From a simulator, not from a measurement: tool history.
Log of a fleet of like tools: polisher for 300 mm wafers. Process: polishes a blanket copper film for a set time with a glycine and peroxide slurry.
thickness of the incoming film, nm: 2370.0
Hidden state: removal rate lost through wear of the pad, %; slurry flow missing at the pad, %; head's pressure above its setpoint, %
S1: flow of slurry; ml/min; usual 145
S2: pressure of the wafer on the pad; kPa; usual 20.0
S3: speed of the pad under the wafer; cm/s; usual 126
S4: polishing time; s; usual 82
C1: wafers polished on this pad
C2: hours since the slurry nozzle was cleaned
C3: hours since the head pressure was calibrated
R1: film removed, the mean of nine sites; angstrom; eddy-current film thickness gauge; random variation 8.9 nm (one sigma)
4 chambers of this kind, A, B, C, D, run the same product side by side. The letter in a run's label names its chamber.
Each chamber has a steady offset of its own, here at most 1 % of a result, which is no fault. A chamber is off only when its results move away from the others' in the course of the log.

run 1D hour=13.8 | S1=145 S2=20.0 S3=126 S4=82 | C1=294 C2=86.6 C3=603.4 | R1=6628.5
run 2C hour=24.8 | S1=145 S2=20.0 S3=126 S4=82 | C1=541 C2=52.8 C3=57.2 | R1=6733.4
run 3B hour=34.4 | S1=145 S2=20.0 S3=126 S4=82 | C1=590 C2=541.9 C3=1024.1 | R1=6616.1
-- hour=46.7 chamber C: worn pad replaced by a new one
-- hour=48.2 chamber B: worn pad replaced by a new one
run 4A hour=48.7 | S1=145 S2=20.0 S3=126 S4=82 | C1=581 C2=249.1 C3=1144.6 | R1=6648.3
-- hour=54.6 chamber D: worn pad replaced by a new one
run 5A hour=64.0 | S1=145 S2=20.0 S3=126 S4=82 | C1=739 C2=264.4 C3=1159.9 | R1=6733.9
run 6C hour=78.3 | S1=145 S2=20.0 S3=126 S4=82 | C1=328 C2=106.3 C3=110.7 | R1=6593.1
run 7D hour=90.5 | S1=145 S2=20.0 S3=92 S4=82 | C1=373 C2=163.3 C3=680.1 | R1=5068.4
run 8B hour=100.5 | S1=145 S2=20.0 S3=92 S4=82 | C1=542 C2=608.0 C3=1090.2 | R1=5078.9
run 9B hour=111.7 | S1=145 S2=20.0 S3=92 S4=82 | C1=659 C2=619.2 C3=1101.4 | R1=5000.5
-- hour=112.3 chamber B: slurry nozzle cleaned
-- hour=122.3 chamber D: worn pad replaced by a new one
-- hour=124.8 chamber B: worn pad replaced by a new one
run 10C hour=127.5 | S1=145 S2=20.0 S3=92 S4=82 | C1=838 C2=155.5 C3=159.9 | R1=5085.8
-- hour=130.8 chamber A: worn pad replaced by a new one
-- hour=133.7 chamber C: worn pad replaced by a new one
run 11A hour=138.2 | S1=145 S2=20.0 S3=112 S4=82 | C1=77 C2=338.6 C3=1234.1 | R1=6123.4
run 12D hour=150.7 | S1=145 S2=20.0 S3=112 S4=82 | C1=295 C2=223.5 C3=740.3 | R1=5915.8
run 13C hour=164.0 | S1=145 S2=20.0 S3=112 S4=82 | C1=314 C2=192.0 C3=196.4 | R1=5815.7
run 14D hour=178.7 | S1=145 S2=20.0 S3=112 S4=82 | C1=585 C2=251.5 C3=768.3 | R1=6114.9
run 15A hour=187.8 | S1=145 S2=20.0 S3=126 S4=82 | C1=592 C2=388.2 C3=1283.7 | R1=6536.1
-- hour=198.2 chamber B: worn pad replaced by a new one
run 16B hour=200.1 | S1=145 S2=20.0 S3=126 S4=82 | C1=19 C2=87.8 C3=1189.8 | R1=6696.4
-- hour=207.9 chamber D: worn pad replaced by a new one
-- hour=208.1 chamber C: worn pad replaced by a new one
run 17B hour=214.1 | S1=145 S2=20.0 S3=126 S4=82 | C1=165 C2=101.8 C3=1203.8 | R1=6748.9
run 18C hour=224.4 | S1=145 S2=20.0 S3=126 S4=82 | C1=169 C2=252.4 C3=256.8 | R1=6584.4
run 19D hour=236.6 | S1=145 S2=20.0 S3=126 S4=82 | C1=298 C2=309.4 C3=826.2 | R1=6381.7
run 20A hour=252.9 | S1=145 S2=20.0 S3=126 S4=82 | C1=1268 C2=453.3 C3=1348.8 | R1=6633.3
-- hour=258.8 chamber A: worn pad replaced by a new one
-- hour=264.8 chamber B: worn pad replaced by a new one
run 21B hour=266.8 | S1=145 S2=20.0 S3=126 S4=82 | C1=21 C2=154.5 C3=1256.5 | R1=6697.1
run 22D hour=275.0 | S1=145 S2=20.0 S3=126 S4=82 | C1=696 C2=347.8 C3=864.6 | R1=6567.5
-- hour=275.1 chamber D: worn pad replaced by a new one
-- hour=277.2 chamber C: worn pad replaced by a new one
run 23C hour=285.8 | S1=145 S2=20.0 S3=126 S4=82 | C1=89 C2=313.8 C3=318.2 | R1=6598.6
run 24A hour=298.8 | S1=145 S2=23.4 S3=126 S4=82 | C1=415 C2=499.2 C3=1394.7 | R1=7826.7
run 25A hour=309.9 | S1=145 S2=23.4 S3=126 S4=82 | C1=530 C2=510.3 C3=1405.8 | R1=7535.4
run 26C hour=320.1 | S1=145 S2=23.4 S3=126 S4=82 | C1=445 C2=348.1 C3=352.5 | R1=7527.4
run 27D hour=328.1 | S1=145 S2=23.4 S3=126 S4=82 | C1=550 C2=400.9 C3=917.7 | R1=7680.9
-- hour=330.5 chamber B: worn pad replaced by a new one
run 28B hour=335.2 | S1=105 S2=14.5 S3=126 S4=82 | C1=48 C2=222.9 C3=1324.9 | R1=4747.5
-- hour=342.6 chamber C: worn pad replaced by a new one
run 29B hour=348.4 | S1=105 S2=14.5 S3=126 S4=82 | C1=185 C2=236.1 C3=1338.1 | R1=4739.9
run 30C hour=362.1 | S1=105 S2=14.5 S3=126 S4=82 | C1=203 C2=390.1 C3=394.5 | R1=4649.9

All 4 chambers run these settings next. Forecast each chamber's results:
run 31A hour=373.9 | S1=125 S2=20.0 S3=126 S4=82 | R1=?
run 31B hour=373.9 | S1=125 S2=20.0 S3=126 S4=82 | R1=?
run 31C hour=373.9 | S1=125 S2=20.0 S3=126 S4=82 | R1=?
run 31D hour=373.9 | S1=125 S2=20.0 S3=126 S4=82 | R1=?

run=31A R1=6455.2
run=31B R1=6528.0
run=31C R1=6242.0
run=31D R1=6387.6

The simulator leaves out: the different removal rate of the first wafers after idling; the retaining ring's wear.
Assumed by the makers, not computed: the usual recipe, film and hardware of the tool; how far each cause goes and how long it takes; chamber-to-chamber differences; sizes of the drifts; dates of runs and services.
